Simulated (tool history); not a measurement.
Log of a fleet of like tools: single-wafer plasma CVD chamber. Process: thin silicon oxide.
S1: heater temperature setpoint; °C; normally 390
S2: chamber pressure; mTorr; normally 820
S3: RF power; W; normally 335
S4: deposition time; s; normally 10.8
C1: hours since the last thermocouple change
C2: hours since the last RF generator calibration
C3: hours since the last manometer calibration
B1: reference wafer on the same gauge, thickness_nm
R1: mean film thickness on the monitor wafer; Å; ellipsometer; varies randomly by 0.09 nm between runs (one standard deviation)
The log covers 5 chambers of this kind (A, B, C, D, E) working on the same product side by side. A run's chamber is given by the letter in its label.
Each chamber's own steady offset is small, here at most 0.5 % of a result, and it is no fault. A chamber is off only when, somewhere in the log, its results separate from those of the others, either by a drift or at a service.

run	hour	S1	S2	S3	S4	C1	C2	C3	B1	R1
1E	4.1	390	820	335	10.8	423.3	916.0	1498.2	24.588	214.58
2B	7.2	390	820	335	10.8	1543.7	606.4	494.5	24.608	212.35
3A	10.3	390	820	335	10.8	1870.2	2100.4	909.3	24.600	211.45
4D	13.2	390	820	335	10.8	569.6	1192.3	1675.0	24.585	214.86
5C	18.9	390	820	335	10.8	1824.4	159.0	1414.6	24.615	212.04
6D	23.1	390	820	335	10.8	579.5	1202.2	1684.9	24.601	212.21
7C	29.2	385	820	335	9.3	1834.7	169.3	1424.9	24.620	185.22
# hour 32.7: chamber C: thermocouple changed; heater temperature recalibrated
8B	33.7	385	820	335	9.3	1570.2	632.9	521.0	24.566	183.77
9A	38.9	385	820	335	9.3	1898.8	2129.0	937.9	24.597	184.71
10E	42.7	385	820	335	9.3	461.9	954.6	1536.8	24.604	184.15
11A	48.7	385	820	335	9.3	1908.6	2138.8	947.7	24.604	186.07
12E	53.4	390	735	335	10.8	472.6	965.3	1547.5	24.582	193.22
13C	58.4	390	735	335	10.8	25.8	198.5	1454.1	24.613	191.23
14B	62.7	390	735	335	10.8	1599.2	661.9	550.0	24.611	190.82
15D	65.8	390	735	335	10.8	622.2	1244.9	1727.6	24.605	192.01
16C	69.0	390	735	335	10.8	36.4	209.1	1464.7	24.624	192.66
17E	72.3	390	820	335	10.8	491.5	984.2	1566.4	24.605	212.95
18B	76.1	390	820	335	10.8	1612.6	675.3	563.4	24.610	211.80
19D	81.0	390	820	335	10.8	637.4	1260.1	1742.8	24.613	213.66
20A	86.7	390	820	335	10.8	1946.6	2176.8	985.7	24.602	213.65
# hour 89.3: chamber C: capacitance manometer re-zeroed and calibrated
21D	90.8	390	820	335	12.4	647.2	1269.9	1752.6	24.593	246.15
22C	94.7	390	820	335	12.4	62.1	234.8	5.4	24.565	246.48
23A	100.6	390	820	335	12.4	1960.5	2190.7	999.6	24.587	247.13
# hour 102.0: chamber D: capacitance manometer re-zeroed and calibrated
24B	106.9	390	820	335	12.4	1643.4	706.1	594.2	24.605	244.45
25E	109.9	390	820	335	12.4	529.1	1021.8	1604.0	24.616	246.48
26A	116.2	390	820	390	10.8	1976.1	2206.3	1015.2	24.601	225.87
27C	120.3	390	820	390	10.8	87.7	260.4	31.0	24.569	226.61
28B	125.0	390	820	390	10.8	1661.5	724.2	612.3	24.589	225.26
29D	130.7	390	820	390	10.8	687.1	1309.8	28.7	24.573	239.77
30E	133.6	390	820	390	10.8	552.8	1045.5	1627.7	24.582	227.84
31A	138.6	390	820	300	9.2	1998.5	2228.7	1037.6	24.602	175.33
32B	141.5	390	820	300	9.2	1678.0	740.7	628.8	24.586	174.10
33E	144.5	390	820	300	9.2	563.7	1056.4	1638.6	24.588	174.61
34D	147.9	390	820	300	9.2	704.3	1327.0	45.9	24.592	184.47
35C	152.8	390	820	300	9.2	120.2	292.9	63.5	24.599	174.13
36A	157.0	390	820	335	10.8	2016.9	2247.1	1056.0	24.615	213.11

Decide between three cases: one chamber stands off from its peers, the gauge reading all wafers drifts, or nothing is wrong past each chamber's small offset. Where a chamber is off, say which and what most likely put it there.

Chamber D has stood off from the others ever since a service on it.
What lies behind it: true pressure above the setpoint (%) = 6.31.

Which of the 4 candidates below, each the usual settings with something changed and its results left as question marks, puts chamber D back in line with what the other chambers give on the usual settings?
In-line tolerance around the mean of the other chambers on the usual settings: R1 3.20 Å
37D-1	161.5	390	820	335	10.5					?
37D-2	161.5	390	833	335	10.9					?
37D-3	161.5	390	820	335	11.4					?
37D-4	161.5	391	820	290	10.8					?

Mean of the other chambers on the usual settings: R1 213.76 Å
run	R1
37D-1	218.95
37D-2	230.29
37D-3	237.66
37D-4	212.56
The right change is 37D-4: it brings the chamber back within the allowed miss of the others.
